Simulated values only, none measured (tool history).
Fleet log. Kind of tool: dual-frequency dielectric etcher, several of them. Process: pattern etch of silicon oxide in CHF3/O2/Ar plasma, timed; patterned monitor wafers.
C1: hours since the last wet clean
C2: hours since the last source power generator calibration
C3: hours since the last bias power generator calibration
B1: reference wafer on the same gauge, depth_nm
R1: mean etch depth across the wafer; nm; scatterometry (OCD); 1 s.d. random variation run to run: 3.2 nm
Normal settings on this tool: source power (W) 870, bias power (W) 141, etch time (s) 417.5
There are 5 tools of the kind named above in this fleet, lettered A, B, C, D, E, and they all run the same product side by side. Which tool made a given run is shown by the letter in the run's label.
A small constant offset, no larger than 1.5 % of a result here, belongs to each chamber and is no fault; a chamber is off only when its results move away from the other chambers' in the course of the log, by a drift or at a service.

{"run": "1B", "day": 0.312, "source power (W)": 870, "bias power (W)": 141, "etch time (s)": 417.5, "C1": 236.0, "C2": 2132.1, "C3": 876.9, "B1": 852.48, "R1": 869.84}
{"run": "2C", "day": 0.683, "source power (W)": 870, "bias power (W)": 141, "etch time (s)": 417.5, "C1": 201.9, "C2": 590.1, "C3": 2865.7, "B1": 851.73, "R1": 883.1}
{"run": "3E", "day": 0.858, "source power (W)": 870, "bias power (W)": 141, "etch time (s)": 417.5, "C1": 286.2, "C2": 2863.8, "C3": 992.1, "B1": 851.75, "R1": 872.66}
{"run": "4D", "day": 1.158, "source power (W)": 870, "bias power (W)": 141, "etch time (s)": 417.5, "C1": 366.4, "C2": 1423.5, "C3": 75.7, "B1": 852.8, "R1": 890.9}
{"run": "5A", "day": 1.438, "source power (W)": 870, "bias power (W)": 160, "etch time (s)": 417.5, "C1": 273.2, "C2": 2773.4, "C3": 312.0, "B1": 851.64, "R1": 915.36}
{"run": "6D", "day": 1.642, "source power (W)": 870, "bias power (W)": 160, "etch time (s)": 417.5, "C1": 378.0, "C2": 1435.1, "C3": 87.3, "B1": 852.21, "R1": 925.51}
{"run": "7C", "day": 1.842, "source power (W)": 870, "bias power (W)": 160, "etch time (s)": 417.5, "C1": 229.7, "C2": 617.9, "C3": 2893.5, "B1": 852.24, "R1": 915.75}
{"run": "8E", "day": 2.183, "source power (W)": 870, "bias power (W)": 160, "etch time (s)": 417.5, "C1": 318.0, "C2": 2895.6, "C3": 1023.9, "B1": 852.14, "R1": 906.59}
{"run": "9A", "day": 2.475, "source power (W)": 870, "bias power (W)": 160, "etch time (s)": 417.5, "C1": 298.1, "C2": 2798.3, "C3": 336.9, "B1": 852.05, "R1": 912.34}
{"run": "10B", "day": 2.808, "source power (W)": 870, "bias power (W)": 141, "etch time (s)": 417.5, "C1": 295.9, "C2": 2192.0, "C3": 936.8, "B1": 851.94, "R1": 874.67}
{"run": "11B", "day": 3.108, "source power (W)": 870, "bias power (W)": 141, "etch time (s)": 417.5, "C1": 303.1, "C2": 2199.2, "C3": 944.0, "B1": 852.89, "R1": 872.85}
{"run": "12C", "day": 3.308, "source power (W)": 870, "bias power (W)": 141, "etch time (s)": 417.5, "C1": 264.9, "C2": 653.1, "C3": 2928.7, "B1": 851.52, "R1": 884.11}
{"run": "13E", "day": 3.533, "source power (W)": 870, "bias power (W)": 141, "etch time (s)": 417.5, "C1": 350.4, "C2": 2928.0, "C3": 1056.3, "B1": 851.87, "R1": 871.75}
{"run": "14D", "day": 3.879, "source power (W)": 1020, "bias power (W)": 151, "etch time (s)": 417.5, "C1": 431.7, "C2": 1488.8, "C3": 141.0, "B1": 851.69, "R1": 966.81}
{"run": "15A", "day": 4.192, "source power (W)": 1020, "bias power (W)": 151, "etch time (s)": 417.5, "C1": 339.3, "C2": 2839.5, "C3": 378.1, "B1": 852.16, "R1": 951.86}
{"run": "16C", "day": 4.562, "source power (W)": 1020, "bias power (W)": 151, "etch time (s)": 417.5, "C1": 295.0, "C2": 683.2, "C3": 2958.8, "B1": 851.8, "R1": 953.6}
{"run": "17E", "day": 4.854, "source power (W)": 1020, "bias power (W)": 151, "etch time (s)": 417.5, "C1": 382.1, "C2": 2959.7, "C3": 1088.0, "B1": 852.49, "R1": 956.21}
{"run": "18A", "day": 5.071, "source power (W)": 1020, "bias power (W)": 151, "etch time (s)": 417.5, "C1": 360.4, "C2": 2860.6, "C3": 399.2, "B1": 851.78, "R1": 956.88}
{"day": 5.092, "done": "chamber A: source power generator calibrated"}
{"run": "19B", "day": 5.262, "source power (W)": 870, "bias power (W)": 141, "etch time (s)": 417.5, "C1": 354.8, "C2": 2250.9, "C3": 995.7, "B1": 851.55, "R1": 876.79}
{"run": "20D", "day": 5.475, "source power (W)": 870, "bias power (W)": 141, "etch time (s)": 417.5, "C1": 470.0, "C2": 1527.1, "C3": 179.3, "B1": 851.78, "R1": 889.98}
{"day": 5.625, "done": "chamber C: wet clean of the chamber"}
{"run": "21B", "day": 5.712, "source power (W)": 870, "bias power (W)": 141, "etch time (s)": 417.5, "C1": 365.6, "C2": 2261.7, "C3": 1006.5, "B1": 851.44, "R1": 871.9}
{"day": 5.804, "done": "chamber E: wet clean of the chamber"}
{"run": "22D", "day": 6.092, "source power (W)": 870, "bias power (W)": 141, "etch time (s)": 417.5, "C1": 484.8, "C2": 1541.9, "C3": 194.1, "B1": 852.02, "R1": 894.9}
{"run": "23A", "day": 6.342, "source power (W)": 870, "bias power (W)": 141, "etch time (s)": 417.5, "C1": 390.9, "C2": 30.0, "C3": 429.7, "B1": 853.02, "R1": 877.58}
{"run": "24E", "day": 6.642, "source power (W)": 720, "bias power (W)": 141, "etch time (s)": 348.5, "C1": 20.1, "C2": 3002.6, "C3": 1130.9, "B1": 852.48, "R1": 675.7}
{"run": "25C", "day": 6.988, "source power (W)": 720, "bias power (W)": 141, "etch time (s)": 348.5, "C1": 32.7, "C2": 741.4, "C3": 3017.0, "B1": 852.82, "R1": 681.85}
{"day": 7.121, "done": "chamber D: wet clean of the chamber"}
{"run": "26B", "day": 7.158, "source power (W)": 720, "bias power (W)": 141, "etch time (s)": 348.5, "C1": 400.3, "C2": 2296.4, "C3": 1041.2, "B1": 852.66, "R1": 679.43}
{"run": "27E", "day": 7.408, "source power (W)": 720, "bias power (W)": 141, "etch time (s)": 348.5, "C1": 38.5, "C2": 3021.0, "C3": 1149.3, "B1": 851.89, "R1": 674.91}
{"run": "28D", "day": 7.621, "source power (W)": 720, "bias power (W)": 141, "etch time (s)": 348.5, "C1": 12.1, "C2": 1578.6, "C3": 230.8, "B1": 851.67, "R1": 666.99}
{"run": "29A", "day": 7.971, "source power (W)": 870, "bias power (W)": 141, "etch time (s)": 417.5, "C1": 430.0, "C2": 69.1, "C3": 468.8, "B1": 852.25, "R1": 876.06}
{"run": "30C", "day": 8.225, "source power (W)": 870, "bias power (W)": 141, "etch time (s)": 417.5, "C1": 62.4, "C2": 771.1, "C3": 3046.7, "B1": 852.29, "R1": 885.16}
{"day": 8.558, "done": "chamber B: wet clean of the chamber"}
{"run": "31D", "day": 8.604, "source power (W)": 870, "bias power (W)": 141, "etch time (s)": 417.5, "C1": 35.7, "C2": 1602.2, "C3": 254.4, "B1": 852.46, "R1": 852.84}
{"run": "32E", "day": 8.925, "source power (W)": 870, "bias power (W)": 141, "etch time (s)": 417.5, "C1": 74.9, "C2": 3057.4, "C3": 1185.7, "B1": 850.8, "R1": 874.54}
{"run": "33A", "day": 9.221, "source power (W)": 870, "bias power (W)": 141, "etch time (s)": 417.5, "C1": 460.0, "C2": 99.1, "C3": 498.8, "B1": 852.12, "R1": 880.44}
{"run": "34B", "day": 9.608, "source power (W)": 870, "bias power (W)": 141, "etch time (s)": 417.5, "C1": 25.3, "C2": 2355.2, "C3": 1100.0, "B1": 852.04, "R1": 874.47}
{"run": "35C", "day": 9.783, "source power (W)": 870, "bias power (W)": 141, "etch time (s)": 417.5, "C1": 99.8, "C2": 808.5, "C3": 3084.1, "B1": 852.16, "R1": 878.92}
{"run": "36B", "day": 10.054, "source power (W)": 870, "bias power (W)": 141, "etch time (s)": 417.5, "C1": 36.0, "C2": 2365.9, "C3": 1110.7, "B1": 852.28, "R1": 873.11}
{"run": "37A", "day": 10.262, "source power (W)": 870, "bias power (W)": 141, "etch time (s)": 352.5, "C1": 485.0, "C2": 124.1, "C3": 523.8, "B1": 851.55, "R1": 742.75}
{"run": "38E", "day": 10.621, "source power (W)": 870, "bias power (W)": 141, "etch time (s)": 352.5, "C1": 115.6, "C2": 3098.1, "C3": 1226.4, "B1": 851.25, "R1": 738.22}
{"run": "39D", "day": 10.875, "source power (W)": 870, "bias power (W)": 141, "etch time (s)": 352.5, "C1": 90.2, "C2": 1656.7, "C3": 308.9, "B1": 852.34, "R1": 722.05}
{"run": "40C", "day": 11.208, "source power (W)": 870, "bias power (W)": 141, "etch time (s)": 352.5, "C1": 134.0, "C2": 842.7, "C3": 3118.3, "B1": 852.65, "R1": 746.36}

Each of the 5 chambers runs these same settings next. Fill in every chamber's results:
{"run": "41A", "day": 11.483, "source power (W)": 870, "bias power (W)": 174, "etch time (s)": 417.5, "R1": "?"}
{"run": "41B", "day": 11.483, "source power (W)": 870, "bias power (W)": 174, "etch time (s)": 417.5, "R1": "?"}
{"run": "41C", "day": 11.483, "source power (W)": 870, "bias power (W)": 174, "etch time (s)": 417.5, "R1": "?"}
{"run": "41D", "day": 11.483, "source power (W)": 870, "bias power (W)": 174, "etch time (s)": 417.5, "R1": "?"}
{"run": "41E", "day": 11.483, "source power (W)": 870, "bias power (W)": 174, "etch time (s)": 417.5, "R1": "?"}

run=41A R1=941.96
run=41B R1=931.75
run=41C R1=941.96
run=41D R1=915.78
run=41E R1=932.27
